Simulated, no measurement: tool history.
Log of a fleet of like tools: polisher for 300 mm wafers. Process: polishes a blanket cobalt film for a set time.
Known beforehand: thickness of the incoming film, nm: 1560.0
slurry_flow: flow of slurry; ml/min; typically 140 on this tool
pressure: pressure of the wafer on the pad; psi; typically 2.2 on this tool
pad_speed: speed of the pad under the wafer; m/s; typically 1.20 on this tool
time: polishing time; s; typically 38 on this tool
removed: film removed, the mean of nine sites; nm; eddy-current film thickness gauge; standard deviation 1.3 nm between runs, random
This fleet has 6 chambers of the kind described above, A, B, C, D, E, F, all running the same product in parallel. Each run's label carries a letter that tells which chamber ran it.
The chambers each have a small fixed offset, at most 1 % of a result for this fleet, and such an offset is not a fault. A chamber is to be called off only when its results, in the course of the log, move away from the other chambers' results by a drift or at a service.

run   hour  slurry_flow  pressure  pad_speed  time  removed
       4.8  -- chamber A: worn pad replaced by a new one
 1F    9.2          140       2.2       1.20    38   206.50
      12.4  -- chamber C: worn pad replaced by a new one
 2C   20.1          140       2.2       1.20    38   207.09
 3E   27.3          140       2.2       1.20    38   208.69
      37.0  -- chamber D: slurry nozzle cleaned
 4A   40.6          140       2.2       1.20    38   210.38
 5D   47.4          140       2.2       0.82    38   140.36
 6B   59.1          140       2.2       0.82    38   141.93
      61.5  -- chamber A: worn pad replaced by a new one
      64.5  -- chamber F: worn pad replaced by a new one
      66.4  -- chamber B: worn pad replaced by a new one
 7B   66.6          140       2.2       0.82    38   142.74
      75.5  -- chamber E: worn pad replaced by a new one
 8F   77.3          140       2.2       0.82    38   141.35
 9E   83.6          140       2.2       0.82    38   141.60
10C   95.3          140       2.2       0.82    38   140.77
     102.3  -- chamber C: worn pad replaced by a new one
     102.5  -- chamber D: worn pad replaced by a new one
11D  107.4          140       2.2       1.20    38   207.40
12A  114.4          140       2.2       1.20    38   210.50
13D  121.2          140       2.2       1.20    38   208.38
     123.7  -- chamber A: worn pad replaced by a new one
     125.6  -- chamber B: worn pad replaced by a new one
14F  128.7          140       2.2       1.20    38   208.58
     134.5  -- chamber F: worn pad replaced by a new one
     135.0  -- chamber E: head pressure recalibrated
     136.7  -- chamber F: head pressure recalibrated
15B  137.4          140       2.2       1.20    38   208.26
     146.4  -- chamber E: worn pad replaced by a new one
16C  149.0          140       2.2       1.20    38   208.63
17A  158.4          140       2.2       1.20    38   208.82
     169.6  -- chamber E: slurry nozzle cleaned
18E  171.1          140       2.2       1.20    38   200.21
     177.4  -- chamber D: head pressure recalibrated
19F  182.3          140       2.2       1.20    38   209.03
     184.5  -- chamber B: worn pad replaced by a new one
20B  188.9          140       2.2       1.20    38   209.05
     193.0  -- chamber A: worn pad replaced by a new one
     196.7  -- chamber C: worn pad replaced by a new one
     197.1  -- chamber F: worn pad replaced by a new one
     198.8  -- chamber B: slurry nozzle cleaned
21D  201.9          140       2.2       1.20    38   209.52
22E  208.6          140       2.2       1.20    38   196.78
     211.5  -- chamber C: slurry nozzle cleaned
23C  215.5          180       1.9       1.20    38   187.15
     216.2  -- chamber D: worn pad replaced by a new one
24A  222.0          180       1.9       1.20    38   188.71
     222.4  -- chamber E: worn pad replaced by a new one
     225.1  -- chamber C: head pressure recalibrated
25F  229.7          180       1.9       1.20    38   188.66
26B  240.4          180       1.9       1.20    38   188.52
     241.3  -- chamber B: worn pad replaced by a new one
27D  247.2          180       1.9       1.20    38   185.91
28C  255.5          180       1.9       1.20    38   186.00
     257.7  -- chamber A: worn pad replaced by a new one
29E  262.7          140       2.2       1.20    29   151.76
     271.9  -- chamber F: worn pad replaced by a new one
30A  273.1          140       2.2       1.20    29   160.22
     277.0  -- chamber C: worn pad replaced by a new one
31C  280.1          140       2.2       1.20    29   159.08
32A  287.8          140       2.2       1.20    29   161.48
33D  299.3          140       2.2       1.20    29   156.78
     300.2  -- chamber E: worn pad replaced by a new one
34B  308.3          140       2.2       1.20    29   159.67
35F  314.3          140       2.2       1.20    38   209.33
36E  323.3          140       2.2       1.20    38   198.93

All chambers now run identical settings, listed one chamber a line with results as question marks. What results will each chamber show?
37A  333.4          140       2.2       1.20    38        ?
37B  333.4          140       2.2       1.20    38        ?
37C  333.4          140       2.2       1.20    38        ?
37D  333.4          140       2.2       1.20    38        ?
37E  333.4          140       2.2       1.20    38        ?
37F  333.4          140       2.2       1.20    38        ?

run  removed
37A   210.86
37B   208.70
37C   206.06
37D   204.93
37E   197.83
37F   207.69

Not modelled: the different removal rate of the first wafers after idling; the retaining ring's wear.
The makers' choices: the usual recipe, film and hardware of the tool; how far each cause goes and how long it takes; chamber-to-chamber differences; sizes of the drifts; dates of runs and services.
